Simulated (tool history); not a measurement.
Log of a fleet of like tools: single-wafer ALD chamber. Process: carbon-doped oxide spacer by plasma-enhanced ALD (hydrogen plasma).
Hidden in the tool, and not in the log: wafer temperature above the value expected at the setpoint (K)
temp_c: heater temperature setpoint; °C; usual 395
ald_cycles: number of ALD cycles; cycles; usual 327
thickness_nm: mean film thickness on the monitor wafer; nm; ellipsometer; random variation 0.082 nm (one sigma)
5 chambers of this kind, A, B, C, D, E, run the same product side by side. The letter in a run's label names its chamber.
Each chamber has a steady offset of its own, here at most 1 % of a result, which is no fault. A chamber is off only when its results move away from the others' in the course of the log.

run     day  temp_c  ald_cycles  hours since the last thermocouple change  read-back reference wafer on the same gauge, thickness_nm  thickness_nm
 1D   0.608     395         327                                     188.9                                                     18.994        16.242
 2E   0.904     395         327                                    2486.5                                                     19.001        16.500
 3C   1.229     395         327                                     186.3                                                     19.018        16.383
 4A   1.750     395         327                                     126.9                                                     18.984        16.376
 5B   2.038     395         327                                    1259.6                                                     18.998        16.349
 6E   2.500     395         327                                    2524.8                                                     18.987        16.474
 7B   2.883     395         327                                    1279.9                                                     19.010        16.392
 8C   3.175     395         327                                     233.0                                                     18.990        16.461
 9A   3.600     395         327                                     171.3                                                     19.012        16.442
10D   4.025     395         327                                     270.9                                                     19.008        16.276
11C   4.371     395         327                                     261.7                                                     19.008        16.439
12E   4.750     395         327                                    2578.8                                                     19.004        16.374
13B   5.283     395         327                                    1337.5                                                     18.993        16.252
14D   5.688     395         327                                     310.8                                                     19.020        16.338
      5.725  -- chamber E: thermocouple changed; heater temperature recalibrated
15A   6.079     395         327                                     230.8                                                     19.032        16.622
16E   6.592     395         265                                      20.8                                                     18.992        13.387
17B   6.962     395         265                                    1377.8                                                     19.007        13.346
18C   7.504     395         265                                     336.9                                                     18.987        13.299
19A   7.771     395         265                                     271.4                                                     18.998        13.353
20D   8.362     395         265                                     375.0                                                     19.010        13.269
21E   8.729     395         327                                      72.1                                                     19.020        16.333
22A   9.292     395         327                                     307.9                                                     19.000        16.526
23D   9.625     395         291                                     405.3                                                     18.991        14.612
24B  10.004     395         291                                    1450.8                                                     19.005        14.517
25C  10.392     395         291                                     406.2                                                     19.008        14.570
26C  10.862     395         291                                     417.5                                                     18.988        14.747
27A  11.462     395         291                                     360.0                                                     18.997        14.648
28D  11.854     395         327                                     458.8                                                     19.011        16.263
29B  12.421     395         327                                    1508.8                                                     19.023        16.445
30E  12.950     395         327                                     173.4                                                     18.984        16.284
31E  13.350     395         327                                     183.0                                                     19.010        16.420

What goes on in this fleet: one chamber off, a drifting gauge, or nothing beyond the chambers' own small offsets? Name the chamber and the cause, if any.

No chamber stands off beyond its own small offset, and the gauge holds steady.
